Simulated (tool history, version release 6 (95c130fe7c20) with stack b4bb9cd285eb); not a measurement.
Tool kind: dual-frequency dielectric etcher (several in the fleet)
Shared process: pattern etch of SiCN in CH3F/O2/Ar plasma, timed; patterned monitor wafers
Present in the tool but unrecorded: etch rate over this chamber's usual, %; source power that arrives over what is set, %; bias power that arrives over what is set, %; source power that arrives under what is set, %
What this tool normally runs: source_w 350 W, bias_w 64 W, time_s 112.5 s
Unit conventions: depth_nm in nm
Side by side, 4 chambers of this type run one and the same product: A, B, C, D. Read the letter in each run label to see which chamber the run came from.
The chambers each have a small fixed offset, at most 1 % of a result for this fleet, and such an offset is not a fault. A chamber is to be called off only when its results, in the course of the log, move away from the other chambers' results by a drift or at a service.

| run | hour | source_w | bias_w | time_s | hours since the last wet clean | hours since the last source power generator calibration | hours since the last bias power generator calibration | read-back reference wafer on the same gauge, depth_nm | depth_nm |
|---|---|---|---|---|---|---|---|---|---|
| 1C | 7.1 | 350 | 64 | 112.5 | 325.5 | 374.1 | 1457.5 | 41.911 | 38.815 |
| 2B | 15.6 | 350 | 64 | 112.5 | 22.2 | 1242.7 | 685.6 | 41.936 | 38.329 |
|  | 21.8 | chamber C: wet clean of the chamber |
| 3D | 24.5 | 350 | 64 | 112.5 | 598.7 | 342.3 | 1601.5 | 41.925 | 38.681 |
| 4A | 32.5 | 350 | 64 | 112.5 | 271.7 | 1445.1 | 3948.2 | 41.934 | 38.391 |
| 5C | 40.5 | 350 | 64 | 112.5 | 18.8 | 407.5 | 1490.9 | 41.951 | 38.891 |
| 6B | 50.5 | 350 | 64 | 112.5 | 57.1 | 1277.6 | 720.5 | 41.979 | 38.237 |
| 7D | 58.6 | 350 | 64 | 112.5 | 632.8 | 376.4 | 1635.6 | 41.969 | 38.632 |
| 8A | 66.9 | 350 | 64 | 112.5 | 306.1 | 1479.5 | 3982.6 | 42.006 | 38.511 |
| 9A | 73.6 | 350 | 64 | 112.5 | 312.8 | 1486.2 | 3989.3 | 41.986 | 38.508 |
| 10D | 78.9 | 350 | 64 | 112.5 | 653.1 | 396.7 | 1655.9 | 41.977 | 38.576 |
|  | 81 | chamber D: wet clean of the chamber |
| 11C | 88.2 | 350 | 64 | 112.5 | 66.5 | 455.2 | 1538.6 | 41.987 | 38.957 |
| 12B | 93.9 | 350 | 64 | 112.5 | 100.5 | 1321 | 763.9 | 42.01 | 38.369 |
| 13B | 100.4 | 350 | 64 | 112.5 | 107 | 1327.5 | 770.4 | 42.023 | 38.446 |
| 14D | 108 | 350 | 64 | 112.5 | 27 | 425.8 | 1685 | 42.03 | 38.772 |
| 15A | 114.7 | 350 | 64 | 112.5 | 353.9 | 1527.3 | 4030.4 | 42.038 | 38.413 |
| 16C | 121.4 | 350 | 64 | 112.5 | 99.7 | 488.4 | 1571.8 | 42.034 | 38.967 |
| 17B | 131.9 | 350 | 64 | 112.5 | 138.5 | 1359 | 801.9 | 42.065 | 38.528 |
| 18C | 137.5 | 350 | 64 | 112.5 | 115.8 | 504.5 | 1587.9 | 42.071 | 38.934 |
| 19D | 146.6 | 350 | 64 | 112.5 | 65.6 | 464.4 | 1723.6 | 42.078 | 38.785 |
| 20A | 155 | 350 | 64 | 112.5 | 394.2 | 1567.6 | 4070.7 | 42.101 | 38.532 |
| 21D | 165.1 | 350 | 64 | 112.5 | 84.1 | 482.9 | 1742.1 | 42.092 | 38.834 |
| 22A | 173 | 270 | 64 | 112.5 | 412.2 | 1585.6 | 4088.7 | 42.12 | 34.915 |
| 23C | 181.5 | 270 | 64 | 112.5 | 159.8 | 548.5 | 1631.9 | 42.116 | 35.26 |
| 24B | 189.8 | 270 | 64 | 112.5 | 196.4 | 1416.9 | 859.8 | 42.124 | 34.957 |
| 25A | 196.6 | 270 | 64 | 112.5 | 435.8 | 1609.2 | 4112.3 | 42.139 | 34.985 |
| 26D | 206.1 | 350 | 64 | 112.5 | 125.1 | 523.9 | 1783.1 | 42.152 | 38.887 |

All chambers now run identical settings, listed one chamber a line with results as question marks. What results will each chamber show?
| 27A | 213.7 | 350 | 64 | 112.5 |  |  |  |  | ? |
| 27B | 213.7 | 350 | 64 | 112.5 |  |  |  |  | ? |
| 27C | 213.7 | 350 | 64 | 112.5 |  |  |  |  | ? |
| 27D | 213.7 | 350 | 64 | 112.5 |  |  |  |  | ? |

| run | depth_nm |
|---|---|
| 27A | 38.642 |
| 27B | 38.534 |
| 27C | 39.131 |
| 27D | 38.73 |

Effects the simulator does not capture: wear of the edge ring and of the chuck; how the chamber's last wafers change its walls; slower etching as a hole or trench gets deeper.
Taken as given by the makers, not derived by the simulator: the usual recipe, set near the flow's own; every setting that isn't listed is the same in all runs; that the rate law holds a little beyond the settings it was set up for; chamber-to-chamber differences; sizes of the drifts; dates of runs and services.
